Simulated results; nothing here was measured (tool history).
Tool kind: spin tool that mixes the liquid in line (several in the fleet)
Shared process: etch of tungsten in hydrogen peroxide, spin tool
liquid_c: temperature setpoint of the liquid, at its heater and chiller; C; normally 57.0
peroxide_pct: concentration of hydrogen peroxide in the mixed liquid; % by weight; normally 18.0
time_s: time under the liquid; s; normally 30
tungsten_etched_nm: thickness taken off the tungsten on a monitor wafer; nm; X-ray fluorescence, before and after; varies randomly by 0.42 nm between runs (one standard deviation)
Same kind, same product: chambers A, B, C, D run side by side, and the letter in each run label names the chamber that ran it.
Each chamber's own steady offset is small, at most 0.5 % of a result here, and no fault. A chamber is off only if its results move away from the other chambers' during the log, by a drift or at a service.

run,hour,liquid_c,peroxide_pct,time_s,"read-back film thickness of the tungsten reference wafer, read on the same gauge (nm)",tungsten_etched_nm
1B,5.7,57.0,18.0,30,80.024,42.682
# hour 9.0: chamber B: heated supply line repaired
2D,10.8,57.0,18.0,30,80.035,42.604
3A,17.4,57.0,18.0,30,80.021,42.314
4C,22.6,57.0,18.0,30,79.968,42.142
5A,31.8,57.0,18.0,30,79.988,42.125
6B,36.6,57.0,18.0,30,79.988,42.980
7D,42.1,57.0,18.0,15,79.992,21.257
# hour 43.5: chamber A: thermometer replaced
8C,46.8,57.0,18.0,15,80.007,21.293
# hour 47.0: chamber C: thermometer replaced
9D,51.2,57.0,18.0,15,80.020,20.992
10B,59.9,57.0,18.0,15,80.014,21.138
11C,64.9,57.0,18.0,30,80.050,41.990
12A,73.7,57.0,18.0,30,80.016,40.864
13C,82.8,57.0,14.5,30,80.001,38.175
14B,91.3,57.0,14.5,30,80.039,38.345
15D,96.6,57.0,14.5,30,80.024,37.406
16A,102.7,57.0,14.5,30,79.998,37.734
17D,107.3,57.0,18.0,30,79.974,42.155
18A,114.4,57.0,18.0,30,80.037,42.185
19C,123.7,57.0,18.0,45,79.978,63.497
20B,129.9,57.0,18.0,45,80.027,63.960
21C,137.1,57.0,18.0,45,80.026,64.690
22B,145.7,57.0,18.0,45,79.970,63.618
23A,155.0,57.0,18.0,30,80.010,41.777
24D,160.2,57.0,18.0,30,80.029,42.272
25C,166.2,57.0,18.0,30,80.016,42.786
26B,174.8,57.0,14.0,25,80.027,30.952
27D,182.7,57.0,14.0,25,79.998,30.981
28A,188.6,57.0,14.0,25,79.975,30.901
# hour 193.4: chamber A: peroxide flow meter replaced
29D,194.2,57.0,14.0,25,80.015,30.904
30A,200.0,57.0,18.0,30,79.988,41.838
31C,208.1,57.0,18.0,30,80.010,42.799
32B,213.3,57.0,18.0,30,80.025,42.675
# hour 220.5: chamber C: new drum of peroxide connected
33A,221.7,57.0,18.0,30,79.992,41.770
34D,227.6,57.0,18.0,30,79.941,42.080
35C,236.7,57.0,23.0,15,80.012,24.032
36B,245.6,57.0,23.0,15,79.960,23.626
37B,252.4,57.0,23.0,15,79.990,24.011
38D,261.6,57.0,23.0,15,79.985,23.939
39C,266.2,57.0,18.0,30,79.993,42.287
40A,274.1,57.0,18.0,30,80.005,42.699
41A,279.9,64.5,18.0,15,79.987,31.731
42B,284.3,64.5,18.0,15,80.037,33.140
43C,289.9,64.5,18.0,15,79.995,32.871

Read the log: is a single chamber off, either drifting away or since a service, is the gauge that measures every chamber drifting, or is nothing wrong beyond small per-chamber offsets? Name any odd chamber and what most likely caused it.

All chambers stay in line apart from their small fixed offsets, and the gauge does not drift.
